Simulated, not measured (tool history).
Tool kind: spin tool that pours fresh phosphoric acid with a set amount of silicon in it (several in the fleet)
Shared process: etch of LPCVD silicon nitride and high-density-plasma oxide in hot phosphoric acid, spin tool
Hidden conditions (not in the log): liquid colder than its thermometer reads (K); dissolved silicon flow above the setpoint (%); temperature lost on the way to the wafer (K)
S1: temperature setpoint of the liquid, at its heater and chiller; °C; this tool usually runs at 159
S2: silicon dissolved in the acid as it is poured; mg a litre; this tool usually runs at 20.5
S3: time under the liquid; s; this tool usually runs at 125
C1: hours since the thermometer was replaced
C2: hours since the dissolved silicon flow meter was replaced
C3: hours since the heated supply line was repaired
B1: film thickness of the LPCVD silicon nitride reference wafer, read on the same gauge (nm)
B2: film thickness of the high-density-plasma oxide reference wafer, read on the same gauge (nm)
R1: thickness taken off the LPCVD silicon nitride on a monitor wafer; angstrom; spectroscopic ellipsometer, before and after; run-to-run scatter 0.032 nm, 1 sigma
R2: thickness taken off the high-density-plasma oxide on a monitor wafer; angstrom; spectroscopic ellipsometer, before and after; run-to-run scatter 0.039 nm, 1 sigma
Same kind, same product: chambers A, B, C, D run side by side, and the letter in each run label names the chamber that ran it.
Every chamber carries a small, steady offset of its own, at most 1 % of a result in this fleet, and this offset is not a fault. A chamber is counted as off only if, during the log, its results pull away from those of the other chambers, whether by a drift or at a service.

Run 1C, hour 5.9: usual settings; C1 1197.0; C2 497.7; C3 565.3; B1 80.017; B2 80.019. Result: R1 99.747 angstrom, R2 3.7130 angstrom.
Run 2A, hour 10.6: usual settings; C1 1167.6; C2 373.3; C3 765.9; B1 80.039; B2 79.979. Result: R1 99.943 angstrom, R2 3.3661 angstrom.
Run 3D, hour 15.2: usual settings; C1 1180.8; C2 1158.5; C3 1112.5; B1 79.989; B2 79.998. Result: R1 100.360 angstrom, R2 3.2164 angstrom.
Run 4B, hour 21.4: usual settings; C1 1448.7; C2 288.2; C3 709.0; B1 80.015; B2 79.996. Result: R1 99.489 angstrom, R2 2.7145 angstrom.
Run 5B, hour 25.2: usual settings; C1 1452.5; C2 292.0; C3 712.8; B1 79.970; B2 79.968. Result: R1 99.455 angstrom, R2 2.8742 angstrom.
Run 6A, hour 30.5: usual settings; C1 1187.5; C2 393.2; C3 785.8; B1 79.966; B2 80.008. Result: R1 99.515 angstrom, R2 3.5492 angstrom.
Run 7D, hour 37.4: usual settings; C1 1203.0; C2 1180.7; C3 1134.7; B1 79.918; B2 79.977. Result: R1 99.315 angstrom, R2 3.4590 angstrom.
Run 8C, hour 41.4: usual settings; C1 1232.5; C2 533.2; C3 600.8; B1 80.006; B2 79.984. Result: R1 100.050 angstrom, R2 2.9715 angstrom.
Run 9D, hour 45.2: usual settings; C1 1210.8; C2 1188.5; C3 1142.5; B1 79.974; B2 80.025. Result: R1 99.561 angstrom, R2 3.3275 angstrom.
Run 10C, hour 50.5: usual settings but S1 162 °C, S3 55 s; C1 1241.6; C2 542.3; C3 609.9; B1 79.992; B2 80.019. Result: R1 48.667 angstrom, R2 1.7740 angstrom.
Run 11B, hour 54.4: usual settings but S1 162 °C, S3 55 s; C1 1481.7; C2 321.2; C3 742.0; B1 80.001; B2 80.004. Result: R1 48.457 angstrom, R2 1.6163 angstrom.
Run 12A, hour 57.8: usual settings but S1 162 °C, S3 55 s; C1 1214.8; C2 420.5; C3 813.1; B1 80.004; B2 80.010. Result: R1 48.513 angstrom, R2 1.8574 angstrom.
Run 13A, hour 61.7: usual settings but S1 162 °C, S3 55 s; C1 1218.7; C2 424.4; C3 817.0; B1 80.009; B2 79.992. Result: R1 48.663 angstrom, R2 1.6529 angstrom.
Run 14D, hour 66.8: usual settings; C1 1232.4; C2 1210.1; C3 1164.1; B1 79.946; B2 80.014. Result: R1 99.587 angstrom, R2 3.3567 angstrom.
Run 15C, hour 73.5: usual settings; C1 1264.6; C2 565.3; C3 632.9; B1 80.028; B2 80.008. Result: R1 100.100 angstrom, R2 3.9652 angstrom.
Run 16B, hour 78.2: usual settings; C1 1505.5; C2 345.0; C3 765.8; B1 80.027; B2 80.011. Result: R1 99.399 angstrom, R2 3.5676 angstrom.
Run 17A, hour 83.1: usual settings; C1 1240.1; C2 445.8; C3 838.4; B1 79.967; B2 79.989. Result: R1 99.643 angstrom, R2 2.9250 angstrom.
Run 18C, hour 89.1: usual settings; C1 1280.2; C2 580.9; C3 648.5; B1 79.998; B2 80.011. Result: R1 99.183 angstrom, R2 3.2805 angstrom.
Run 19D, hour 94.7: usual settings; C1 1260.3; C2 1238.0; C3 1192.0; B1 79.991; B2 79.972. Result: R1 99.380 angstrom, R2 3.3944 angstrom.
Run 20B, hour 100.6: usual settings; C1 1527.9; C2 367.4; C3 788.2; B1 79.944; B2 80.021. Result: R1 99.298 angstrom, R2 3.3894 angstrom.
Run 21D, hour 104.5: usual settings; C1 1270.1; C2 1247.8; C3 1201.8; B1 80.065; B2 79.966. Result: R1 99.510 angstrom, R2 3.5782 angstrom.
Run 22A, hour 111.1: usual settings but S3 90 s; C1 1268.1; C2 473.8; C3 866.4; B1 79.998; B2 79.986. Result: R1 71.528 angstrom, R2 2.1806 angstrom.
Run 23C, hour 115.2: usual settings but S3 90 s; C1 1306.3; C2 607.0; C3 674.6; B1 80.005; B2 79.995. Result: R1 72.011 angstrom, R2 2.9215 angstrom.
Run 24B, hour 119.9: usual settings but S3 90 s; C1 1547.2; C2 386.7; C3 807.5; B1 80.009; B2 79.977. Result: R1 71.854 angstrom, R2 2.8797 angstrom.
Run 25A, hour 125.4: usual settings but S3 90 s; C1 1282.4; C2 488.1; C3 880.7; B1 79.962; B2 79.985. Result: R1 71.626 angstrom, R2 1.9359 angstrom.
At hour 127.0: chamber C: heated supply line repaired.
Run 26D, hour 131.2: usual settings; C1 1296.8; C2 1274.5; C3 1228.5; B1 80.008; B2 80.007. Result: R1 99.516 angstrom, R2 3.0072 angstrom.
Run 27B, hour 136.2: usual settings; C1 1563.5; C2 403.0; C3 823.8; B1 80.023; B2 79.990. Result: R1 99.593 angstrom, R2 2.9607 angstrom.
Run 28C, hour 141.0: usual settings; C1 1332.1; C2 632.8; C3 14.0; B1 79.960; B2 79.981. Result: R1 99.737 angstrom, R2 3.3405 angstrom.
Run 29A, hour 145.0: usual settings; C1 1302.0; C2 507.7; C3 900.3; B1 80.027; B2 80.006. Result: R1 99.230 angstrom, R2 3.6703 angstrom.
Run 30D, hour 150.8: usual settings; C1 1316.4; C2 1294.1; C3 1248.1; B1 79.980; B2 80.039. Result: R1 99.322 angstrom, R2 2.8263 angstrom.
Run 31B, hour 154.0: usual settings; C1 1581.3; C2 420.8; C3 841.6; B1 80.024; B2 80.005. Result: R1 99.484 angstrom, R2 2.7738 angstrom.
Run 32C, hour 157.7: usual settings; C1 1348.8; C2 649.5; C3 30.7; B1 80.029; B2 80.021. Result: R1 99.870 angstrom, R2 3.4998 angstrom.
Run 33D, hour 164.6: usual settings but S3 180 s; C1 1330.2; C2 1307.9; C3 1261.9; B1 79.979; B2 80.029. Result: R1 143.890 angstrom, R2 5.1561 angstrom.
Run 34A, hour 168.7: usual settings but S3 180 s; C1 1325.7; C2 531.4; C3 924.0; B1 79.974; B2 79.981. Result: R1 143.390 angstrom, R2 5.4348 angstrom.

Each of the 4 chambers runs these same settings next. Fill in every chamber's results:
Run 35A, hour 173.7: usual settings. Result: R1 ?, R2 ?.
Run 35B, hour 173.7: usual settings. Result: R1 ?, R2 ?.
Run 35C, hour 173.7: usual settings. Result: R1 ?, R2 ?.
Run 35D, hour 173.7: usual settings. Result: R1 ?, R2 ?.

run      R1      R2
35A  99.896  2.9404
35B  99.305  3.3703
35C  99.413  3.4699
35D  99.754  3.6203

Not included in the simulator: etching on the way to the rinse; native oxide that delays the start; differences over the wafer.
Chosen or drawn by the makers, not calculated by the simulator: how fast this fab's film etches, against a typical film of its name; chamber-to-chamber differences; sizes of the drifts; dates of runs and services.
